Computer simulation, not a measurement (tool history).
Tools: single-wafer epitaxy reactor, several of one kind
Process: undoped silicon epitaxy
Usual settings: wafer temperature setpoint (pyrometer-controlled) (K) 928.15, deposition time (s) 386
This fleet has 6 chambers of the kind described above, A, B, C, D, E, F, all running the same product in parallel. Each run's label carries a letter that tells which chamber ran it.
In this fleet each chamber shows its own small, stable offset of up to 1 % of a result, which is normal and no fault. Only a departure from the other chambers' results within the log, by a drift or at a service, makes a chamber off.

run    day  wafer temperature setpoint (pyrometer-controlled) (K)  deposition time (s)  hours since the last pyrometer calibration  read-back reference wafer on the same gauge, thickness_nm  mean film thickness on the monitor wafer (nm)
 1C  0.254                                                 928.15                  386                                       753.1                                                     76.291                                         72.227
 2A  0.396                                                 928.15                  386                                        50.2                                                     76.276                                         72.281
 3E  0.662                                                 928.15                  386                                       695.8                                                     76.324                                         72.159
 4B  0.933                                                 928.15                  386                                       711.1                                                     76.256                                         72.068
 5D  1.088                                                 928.15                  386                                       720.1                                                     76.261                                         72.219
 6F  1.221                                                 928.15                  386                                       973.3                                                     76.329                                         71.714
 7B  1.475                                                 933.15                  319                                       724.1                                                     76.322                                         66.426
 8E  1.721                                                 933.15                  319                                       721.2                                                     76.269                                         66.638
 9C  1.992                                                 933.15                  319                                       794.8                                                     76.286                                         66.617
10F  2.175                                                 933.15                  319                                       996.2                                                     76.343                                         65.974
11D  2.371                                                 933.15                  319                                       750.9                                                     76.302                                         66.516
12A  2.517                                                 933.15                  319                                       101.1                                                     76.296                                         66.783
13A  2.750                                                 928.15                  386                                       106.7                                                     76.260                                         72.367
14F  2.996                                                 928.15                  386                                      1015.9                                                     76.272                                         71.997
15D  3.150                                                 923.15                  386                                       769.6                                                     76.327                                         64.802
16E  3.279                                                 923.15                  386                                       758.6                                                     76.341                                         64.703
17B  3.412                                                 923.15                  386                                       770.6                                                     76.342                                         64.323
18C  3.567                                                 923.15                  386                                       832.6                                                     76.326                                         64.957
19F  3.712                                                 923.15                  386                                      1033.1                                                     76.306                                         64.258
20E  3.954                                                 923.15                  386                                       774.8                                                     76.248                                         64.771
21B  4.158                                                 928.15                  386                                       788.5                                                     76.340                                         71.954
22C  4.396                                                 934.15                  435                                       852.5                                                     76.343                                         92.724
23D  4.538                                                 934.15                  435                                       802.9                                                     76.305                                         92.431
24A  4.754                                                 934.15                  435                                       154.8                                                     76.291                                         93.192
25E  4.971                                                 934.15                  435                                       799.2                                                     76.294                                         92.877
26D  5.175                                                 934.15                  435                                       818.2                                                     76.300                                         92.697
27F  5.304                                                 934.15                  435                                      1071.3                                                     76.334                                         92.306
28C  5.442                                                 928.15                  386                                       877.6                                                     76.300                                         72.248
29B  5.646                                                 928.15                  386                                       824.2                                                     76.300                                         72.105
30A  5.850                                                 920.15                  431                                       181.1                                                     76.284                                         67.737
31E  6.112                                                 920.15                  431                                       826.6                                                     76.288                                         67.730
32B  6.321                                                 920.15                  431                                       840.4                                                     76.290                                         67.135
33C  6.583                                                 920.15                  431                                       905.0                                                     76.327                                         67.812
34D  6.825                                                 920.15                  431                                       857.8                                                     76.266                                         68.154
35A  7.046                                                 920.15                  431                                       209.8                                                     76.292                                         67.836
36F  7.296                                                 928.15                  386                                      1119.1                                                     76.339                                         71.866
37E  7.467                                                 928.15                  386                                       859.1                                                     76.312                                         72.192
38A  7.642                                                 938.15                  320                                       224.1                                                     76.330                                         74.601
39B  7.879                                                 938.15                  320                                       877.8                                                     76.364                                         74.114

Next, every chamber runs the same settings. What will each give?
40A  8.075                                                 928.15                  386                                                                                                                                                     ?
40B  8.075                                                 928.15                  386                                                                                                                                                     ?
40C  8.075                                                 928.15                  386                                                                                                                                                     ?
40D  8.075                                                 928.15                  386                                                                                                                                                     ?
40E  8.075                                                 928.15                  386                                                                                                                                                     ?
40F  8.075                                                 928.15                  386                                                                                                                                                     ?

run  mean film thickness on the monitor wafer (nm)
40A                                         72.476
40B                                         71.645
40C                                         72.435
40D                                         72.530
40E                                         71.812
40F                                         71.970
